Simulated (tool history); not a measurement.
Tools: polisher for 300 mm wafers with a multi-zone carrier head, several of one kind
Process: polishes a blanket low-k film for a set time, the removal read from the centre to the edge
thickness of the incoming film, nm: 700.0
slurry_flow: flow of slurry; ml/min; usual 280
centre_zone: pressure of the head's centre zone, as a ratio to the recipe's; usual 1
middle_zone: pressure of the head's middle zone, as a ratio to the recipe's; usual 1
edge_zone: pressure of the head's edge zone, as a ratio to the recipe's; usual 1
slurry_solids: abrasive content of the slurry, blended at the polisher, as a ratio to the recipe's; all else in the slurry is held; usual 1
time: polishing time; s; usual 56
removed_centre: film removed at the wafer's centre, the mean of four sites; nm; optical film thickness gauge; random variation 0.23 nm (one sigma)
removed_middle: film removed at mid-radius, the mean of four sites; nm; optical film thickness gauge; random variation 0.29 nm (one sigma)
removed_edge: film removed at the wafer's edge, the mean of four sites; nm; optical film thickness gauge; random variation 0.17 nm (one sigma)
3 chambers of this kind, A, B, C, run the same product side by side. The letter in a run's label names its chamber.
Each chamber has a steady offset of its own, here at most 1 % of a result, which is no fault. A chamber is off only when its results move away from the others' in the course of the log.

run	hour	slurry_flow	centre_zone	middle_zone	edge_zone	slurry_solids	time	wafers polished on this pad	hours since the slurry nozzle was cleaned	hours since the centre zone pressure was calibrated	hours since the edge zone pressure was calibrated	removed_centre	removed_middle	removed_edge
1B	3.2	280	1	1	1	1	56	423	222	283.5	22.8	22.4	23.118	22.424
2C	8.4	280	1	1	1	1	56	897	123.3	288.6	229.1	22.282	22.605	22.626
3A	12.6	280	1	1	1	1	56	451	481.1	424.8	620.9	22.325	22.296	22.533
4B	17.3	280	1	1	1	1	56	600	236.1	297.6	36.9	22.733	22.563	22.412
# hour 20.4: chamber C: worn pad replaced by a new one
5A	21.7	280	1	1	1	1	56	566	490.2	433.9	630	22.686	22.486	22.726
6C	25.8	280	1	1	1	1	56	68	140.7	306	246.5	22.506	22.622	22.819
7C	29.8	280	1	1	1	1	56	119	144.7	310	250.5	22.466	22.801	23.234
8B	35.2	280	1	1	1	1	56	826	254	315.5	54.8	22.517	22.919	22.699
# hour 38.1: chamber B: worn pad replaced by a new one
9A	38.9	280	1	1	1	1	56	783	507.4	451.1	647.2	22.294	22.299	22.738
10A	44.7	280	1	1	1	1	56	856	513.2	456.9	653	22.546	22.729	22.968
11B	49.7	280	1	1	1	1	56	146	268.5	330	69.3	22.539	22.642	22.728
12C	54.3	280	1	1	1	1	56	428	169.2	334.5	275	22.899	21.919	22.765
13A	58.3	280	1	1	1	1	56	1028	526.8	470.5	666.6	22.562	22.669	22.679
14B	63.2	280	1	1	1	1	56	317	282	343.5	82.8	22.856	22.456	22.226
# hour 64.4: chamber A: worn pad replaced by a new one
# hour 67.4: chamber A: centre zone pressure recalibrated
15C	67.6	280	1	1	1	1	56	596	182.5	347.8	288.3	22.064	22.659	22.775
16C	71	280	1	1	1	1	56	639	185.9	351.2	291.7	22.187	22.958	23.238
17A	75.6	280	1	1	1	1	56	141	544.1	8.2	683.9	23.747	22.434	22.603
18B	81	280	1	1	1	1	56	541	299.8	361.3	100.6	22.238	23.044	22.664
# hour 81.3: chamber C: edge zone pressure recalibrated
19C	85.9	280	1	1	1	1	56	827	200.8	366.1	4.7	22.833	22.621	23.066
20B	91.7	280	1	1	1	1	56	676	310.5	372	111.3	22.418	22.429	22.323
# hour 95.6: chamber C: worn pad replaced by a new one
21A	95.6	280	1	1	1	1	56	393	564.1	28.2	703.9	23.643	22.423	22.35
22C	101.1	280	1	1	1	1	56	70	216	381.3	19.9	22.253	22.195	23.011
23B	106.6	320	1	0.89	1	1	56	864	325.4	386.9	126.2	22.91	20.649	22.543
24A	110.6	320	1	0.89	1	1	56	583	579.1	43.2	718.9	23.992	20.554	23.023

All 3 chambers run these settings next. Forecast each chamber's results:
25A	114.8	280	1	1	1	1	56					?	?	?
25B	114.8	280	1	1	1	1	56					?	?	?
25C	114.8	280	1	1	1	1	56					?	?	?

run	removed_centre	removed_middle	removed_edge
25A	23.687	21.946	22.612
25B	22.989	23.358	22.452
25C	22.272	22.832	22.905
